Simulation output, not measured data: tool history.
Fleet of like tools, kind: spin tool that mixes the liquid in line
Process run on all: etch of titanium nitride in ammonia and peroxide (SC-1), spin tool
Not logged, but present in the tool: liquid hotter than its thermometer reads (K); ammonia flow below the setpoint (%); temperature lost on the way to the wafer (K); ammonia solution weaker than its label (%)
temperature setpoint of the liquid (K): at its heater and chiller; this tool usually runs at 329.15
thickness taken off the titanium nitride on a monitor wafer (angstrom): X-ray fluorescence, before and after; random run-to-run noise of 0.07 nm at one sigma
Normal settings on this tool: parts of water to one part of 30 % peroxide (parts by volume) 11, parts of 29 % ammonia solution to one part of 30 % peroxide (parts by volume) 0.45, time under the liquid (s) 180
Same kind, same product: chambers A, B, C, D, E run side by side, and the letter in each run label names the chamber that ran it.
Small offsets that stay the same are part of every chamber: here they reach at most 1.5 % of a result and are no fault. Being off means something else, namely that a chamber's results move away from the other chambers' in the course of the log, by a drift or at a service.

run	hour	temperature setpoint of the liquid (K)	parts of water to one part of 30 % peroxide (parts by volume)	parts of 29 % ammonia solution to one part of 30 % peroxide (parts by volume)	time under the liquid (s)	hours since the thermometer was replaced	hours since the ammonia flow meter was replaced	hours since the heated supply line was repaired	hours since the drum of ammonia solution was connected	read-back film thickness of the titanium nitride reference wafer, read on the same gauge (nm)	thickness taken off the titanium nitride on a monitor wafer (angstrom)
1C	10.6	329.15	11	0.45	180	876.5	984.1	943.8	108.9	80.029	137.1
# hour 16.4: chamber D: new drum of ammonia solution connected
2A	22.9	329.15	11	0.45	180	1276	441	1422.1	106.3	80.023	135.99
3D	34.4	329.15	11	0.45	180	840.6	1720	2461.2	18	80.014	138.51
4E	45.9	329.15	11	0.45	180	800.2	297.6	3454.8	343.7	79.982	138.08
5B	56.5	329.15	11	0.45	260	275.7	511.4	750.4	383.2	80.003	197.93
6C	64.3	329.15	11	0.45	260	930.2	1037.8	997.5	162.6	80.024	199.82
# hour 68.4: chamber B: ammonia flow meter replaced
7B	76.4	329.15	11	0.45	260	295.6	8	770.3	403.1	79.978	197.18
8D	88.9	329.15	11	0.45	260	895.1	1774.5	2515.7	72.5	80.018	201.05
9E	95.5	329.15	11	0.45	260	849.8	347.2	3504.4	393.3	79.984	200.48
10A	105.3	329.15	11	0.45	180	1358.4	523.4	1504.5	188.7	80.008	136.8
11B	112.5	329.15	11	0.45	180	331.7	44.1	806.4	439.2	80.001	136.57
12E	122.9	329.15	11	0.45	180	877.2	374.6	3531.8	420.7	79.978	137.94
13A	135.2	329.15	11	0.45	180	1388.3	553.3	1534.4	218.6	80.014	135.61
14D	141.2	329.15	11	0.45	180	947.4	1826.8	2568	124.8	80.006	138.8
15C	148.1	329.15	11	0.45	180	1014	1121.6	1081.3	246.4	80	137.68
16C	157	329.15	11	0.45	180	1022.9	1130.5	1090.2	255.3	79.998	137.95
# hour 163.8: chamber D: ammonia flow meter replaced
17D	168.9	329.15	11	0.45	180	975.1	5.1	2595.7	152.5	79.998	137.78
# hour 173.1: chamber E: new drum of ammonia solution connected
18B	178.9	329.15	11	0.45	180	398.1	110.5	872.8	505.6	79.979	136.9
# hour 184.8: chamber E: heated supply line repaired
19A	187.7	329.15	11	0.45	180	1440.8	605.8	1586.9	271.1	79.99	135.47
20E	200	329.15	11	0.45	180	954.3	451.7	15.3	27	79.992	138.56
21D	208	329.15	11	0.45	180	1014.2	44.2	2634.8	191.6	79.972	137.77
22A	219.3	329.15	11	0.45	180	1472.4	637.4	1618.5	302.7	80.038	136.34
23B	232.1	329.15	11	0.45	180	451.3	163.7	926	558.8	79.999	136.57
24E	241.2	329.15	11	0.45	180	995.5	492.9	56.5	68.2	79.999	138.82
25C	247.4	329.15	11	0.45	180	1113.3	1220.9	1180.6	345.7	79.984	137.68
26E	259.9	329.15	11	0.45	180	1014.2	511.6	75.2	86.9	80.009	137.65
27A	271	329.15	11	0.45	180	1524.1	689.1	1670.2	354.4	79.976	136.13
# hour 274.7: chamber A: new drum of ammonia solution connected
28D	280.2	329.15	11	0.45	180	1086.4	116.4	2707	263.8	80.034	138.51
# hour 284.6: chamber A: thermometer replaced
29C	293.4	329.15	11	0.45	180	1159.3	1266.9	1226.6	391.7	79.998	137.73
# hour 304.9: chamber A: heated supply line repaired
30B	305.1	329.15	11	0.45	180	524.3	236.7	999	631.8	80.03	137.69
31A	316.2	329.15	11	0.45	180	31.6	734.3	11.3	41.6	79.981	136.15
32C	328.8	329.15	11	0.45	180	1194.7	1302.3	1262	427.1	79.99	137.53

Has any chamber moved away from the others, gradually or after a service, or does the common gauge drift, or do the chambers differ only by their own small steady offsets? State the chamber and the most likely cause if one applies.

Nothing is wrong: each chamber keeps only its own small, steady offset and the gauge holds still.
